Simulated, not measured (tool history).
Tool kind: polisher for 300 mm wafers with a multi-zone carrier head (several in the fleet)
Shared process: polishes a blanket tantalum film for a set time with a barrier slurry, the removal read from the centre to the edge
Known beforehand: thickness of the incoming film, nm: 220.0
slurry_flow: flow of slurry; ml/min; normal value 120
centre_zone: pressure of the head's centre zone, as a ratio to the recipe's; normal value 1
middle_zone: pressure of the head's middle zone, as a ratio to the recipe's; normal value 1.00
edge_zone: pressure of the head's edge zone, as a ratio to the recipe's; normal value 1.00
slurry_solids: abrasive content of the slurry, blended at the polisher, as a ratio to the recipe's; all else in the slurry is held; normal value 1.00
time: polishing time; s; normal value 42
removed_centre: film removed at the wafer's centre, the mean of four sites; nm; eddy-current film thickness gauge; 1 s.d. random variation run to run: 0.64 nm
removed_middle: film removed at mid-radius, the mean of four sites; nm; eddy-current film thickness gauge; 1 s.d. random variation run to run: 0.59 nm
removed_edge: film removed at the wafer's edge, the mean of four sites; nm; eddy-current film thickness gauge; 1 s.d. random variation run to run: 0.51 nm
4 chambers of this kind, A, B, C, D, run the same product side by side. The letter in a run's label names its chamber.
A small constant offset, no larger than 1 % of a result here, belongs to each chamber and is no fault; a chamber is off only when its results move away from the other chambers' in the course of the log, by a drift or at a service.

run   hour  slurry_flow  centre_zone  middle_zone  edge_zone  slurry_solids  time  wafers polished on this pad  hours since the slurry nozzle was cleaned  hours since the centre zone pressure was calibrated  hours since the edge zone pressure was calibrated  removed_centre  removed_middle  removed_edge
       9.3  -- chamber D: worn pad replaced by a new one
 1B   10.0          120            1         1.00       1.00           1.00    42                          583                                      104.3                                                926.5                                              371.5          62.361          61.046        62.443
      19.2  -- chamber C: worn pad replaced by a new one
      21.3  -- chamber B: centre zone pressure recalibrated
 2D   21.6          120            1         1.00       1.00           1.00    42                           90                                      251.9                                                491.0                                              381.8          61.977          62.994        62.866
 3A   29.2          120            1         1.00       1.00           1.00    42                          380                                      635.0                                                423.0                                              689.9          63.039          62.862        62.520
 4C   36.3          120            1         1.00       1.00           1.00    42                          125                                       57.6                                                482.8                                              400.1          63.142          62.833        61.234
      41.6  -- chamber A: slurry nozzle cleaned
 5B   43.0          120            1         1.00       1.00           1.00    42                          825                                      137.3                                                 21.7                                              404.5          62.345          62.297        61.643
      46.2  -- chamber C: edge zone pressure recalibrated
      47.0  -- chamber B: edge zone pressure recalibrated
 6D   50.1          120            1         1.00       1.00           1.00    42                          299                                      280.4                                                519.5                                              410.3          62.312          61.807        61.774
      56.2  -- chamber A: edge zone pressure recalibrated
 7C   63.5          120            1         1.00       1.00           1.00    42                          325                                       84.8                                                510.0                                               17.4          61.782          62.008        63.010
      67.2  -- chamber D: slurry nozzle cleaned
 8A   70.5          120            1         1.00       1.00           1.00    42                          683                                       29.0                                                464.3                                               14.3          62.548          62.819        61.640
      73.7  -- chamber A: worn pad replaced by a new one
 9D   77.6          120            1         1.00       0.96           0.75    42                          500                                       10.5                                                547.0                                              437.8          57.198          56.597        55.686
10C   85.6          120            1         1.00       0.96           0.75    42                          486                                      106.9                                                532.1                                               39.5          58.245          57.073        55.690
11A   96.4          120            1         1.00       0.96           0.75    42                          166                                       54.9                                                490.2                                               40.2          57.092          56.913        55.716
12B  103.0          120            1         1.00       0.96           0.75    42                         1264                                      197.3                                                 81.7                                               56.1          56.765          56.750        55.201
13C  115.5          120            1         1.00       1.00           1.00    42                          705                                      136.8                                                562.0                                               69.4          62.154          62.350        62.671
14B  122.7          120            1         1.00       1.00           1.00    42                         1408                                      217.0                                                101.4                                               75.8          62.183          62.041        62.073
     125.3  -- chamber B: worn pad replaced by a new one
     128.8  -- chamber D: worn pad replaced by a new one
15A  132.4          120            1         1.00       1.00           1.00    42                          430                                       90.9                                                526.2                                               76.2          64.458          61.965        61.003
16D  142.3          120            1         1.00       1.00           1.00    42                           99                                       75.2                                                611.7                                              502.5          62.260          62.861        62.488
17A  150.7          100            1         0.95       1.00           1.00    42                          564                                      109.2                                                544.5                                               94.5          59.651          57.410        59.927
18D  162.2          100            1         0.95       1.00           1.00    42                          245                                       95.1                                                631.6                                              522.4          59.493          57.238        60.891
19B  171.6          100            1         0.95       1.00           1.00    42                          339                                      265.9                                                150.3                                              124.7          57.613          57.151        60.512
     172.5  -- chamber A: worn pad replaced by a new one
20C  178.9          100            1         0.95       1.00           1.00    42                         1170                                      200.2                                                625.4                                              132.8          59.773          56.606        60.226
21B  191.2          120            1         1.00       1.00           1.00    42                          482                                      285.5                                                169.9                                              144.3          61.399          63.144        62.203
22D  201.3          120            1         1.00       1.00           1.00    42                          531                                      134.2                                                670.7                                              561.5          62.348          63.230        62.351
     203.1  -- chamber C: worn pad replaced by a new one
23A  210.7          120            1         1.00       1.00           1.00    42                          280                                      169.2                                                604.5                                              154.5          66.498          63.330        62.404
24C  221.4          120            1         1.00       1.00           1.00    42                          134                                      242.7                                                667.9                                              175.3          62.226          63.002        62.442
25C  227.6          120            1         1.00       1.00           1.00    42                          179                                      248.9                                                674.1                                              181.5          62.404          61.430        62.168
26B  237.4          120            1         1.00       1.00           1.00    42                          821                                      331.7                                                216.1                                              190.5          62.098          62.798        61.889

The same settings go to every chamber for the next run, one line per chamber below. Forecast the results for each:
27A  247.5           95            1         1.00       1.00           1.00    42                                                                                                                                                                                               ?               ?             ?
27B  247.5           95            1         1.00       1.00           1.00    42                                                                                                                                                                                               ?               ?             ?
27C  247.5           95            1         1.00       1.00           1.00    42                                                                                                                                                                                               ?               ?             ?
27D  247.5           95            1         1.00       1.00           1.00    42                                                                                                                                                                                               ?               ?             ?

run  removed_centre  removed_middle  removed_edge
27A          62.153          58.350        59.106
27B          57.217          58.534        59.067
27C          57.791          59.192        59.361
27D          58.403          58.506        59.739
